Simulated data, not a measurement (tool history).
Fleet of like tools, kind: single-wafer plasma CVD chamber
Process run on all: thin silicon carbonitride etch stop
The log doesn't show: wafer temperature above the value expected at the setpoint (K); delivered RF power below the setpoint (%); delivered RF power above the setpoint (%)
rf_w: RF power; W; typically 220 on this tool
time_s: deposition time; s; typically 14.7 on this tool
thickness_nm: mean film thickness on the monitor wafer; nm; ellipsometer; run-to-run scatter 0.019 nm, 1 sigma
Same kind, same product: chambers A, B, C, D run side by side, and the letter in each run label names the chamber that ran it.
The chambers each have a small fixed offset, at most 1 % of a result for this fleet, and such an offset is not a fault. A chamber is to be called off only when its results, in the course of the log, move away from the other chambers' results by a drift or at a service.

run,day,rf_w,time_s,hours since the last thermocouple change,hours since the last RF generator calibration,"read-back reference wafer on the same gauge, thickness_nm",thickness_nm
# day 0.100: chamber C: thermocouple changed; heater temperature recalibrated
1D,0.312,220,14.7,585.6,1044.1,8.4596,8.5667
2A,0.779,220,14.7,1751.3,1248.5,8.4658,8.5946
3B,1.404,220,14.7,1634.9,1599.7,8.4586,8.7021
4C,1.800,220,14.7,40.8,709.3,8.4624,8.6035
5D,2.288,220,14.7,633.0,1091.5,8.4544,8.6029
6C,2.883,220,14.7,66.8,735.3,8.4603,8.6063
7B,3.408,220,14.7,1683.0,1647.8,8.4592,8.6986
8A,4.021,220,14.7,1829.1,1326.3,8.4608,8.5818
9B,4.354,220,14.7,1705.7,1670.5,8.4605,8.6957
10D,4.996,220,14.7,698.0,1156.5,8.4637,8.6319
11A,5.408,220,14.7,1862.4,1359.6,8.4555,8.5929
12C,5.954,220,14.7,140.5,809.0,8.4652,8.5383
# day 6.204: chamber B: RF generator calibrated
13D,6.354,220,14.7,730.6,1189.1,8.4567,8.5785
14C,6.958,255,14.7,164.6,833.1,8.4601,8.9592
# day 7.429: chamber A: RF generator calibrated
15A,7.583,255,14.7,1914.6,3.8,8.4591,8.9701
16B,8.004,255,14.7,1793.3,43.2,8.4591,9.0425
17B,8.492,255,14.7,1805.0,54.9,8.4623,9.0704
18C,8.771,220,14.7,208.1,876.6,8.4635,8.5927
19A,9.254,220,14.7,1954.7,43.9,8.4578,8.6321
# day 9.400: chamber A: thermocouple changed; heater temperature recalibrated
20D,9.796,220,14.7,813.2,1271.7,8.4624,8.5658
21D,10.162,220,14.7,822.0,1280.5,8.4607,8.5803
# day 10.467: chamber C: RF generator calibrated
22A,10.492,220,14.7,26.2,73.6,8.4597,8.6118
23C,10.925,220,14.7,259.8,11.0,8.4573,8.5595
24B,11.250,220,14.7,1871.2,121.1,8.4534,8.7000
25D,11.592,220,14.7,856.3,1314.8,8.4609,8.6032
26B,12.179,220,14.7,1893.5,143.4,8.4630,8.6876
27A,12.683,220,14.7,78.8,126.2,8.4601,8.5933
28C,13.229,200,14.7,315.1,66.3,8.4626,8.3208
29B,13.725,200,14.7,1930.6,180.5,8.4602,8.4615
30C,14.096,200,14.7,335.9,87.1,8.4594,8.3452
31A,14.571,200,14.7,124.1,171.5,8.4601,8.3563
32D,14.975,220,14.7,937.5,1396.0,8.4558,8.5597
33D,15.429,220,14.7,948.4,1406.9,8.4597,8.5866
34A,16.008,220,14.7,158.6,206.0,8.4582,8.5685
35C,16.300,220,14.7,388.8,140.0,8.4615,8.5611

All 4 chambers run these settings next. Forecast each chamber's results:
36A,16.767,220,16.1,,,,?
36B,16.767,220,16.1,,,,?
36C,16.767,220,16.1,,,,?
36D,16.767,220,16.1,,,,?

run,thickness_nm
36A,9.4489
36B,9.5169
36C,9.3713
36D,9.3880

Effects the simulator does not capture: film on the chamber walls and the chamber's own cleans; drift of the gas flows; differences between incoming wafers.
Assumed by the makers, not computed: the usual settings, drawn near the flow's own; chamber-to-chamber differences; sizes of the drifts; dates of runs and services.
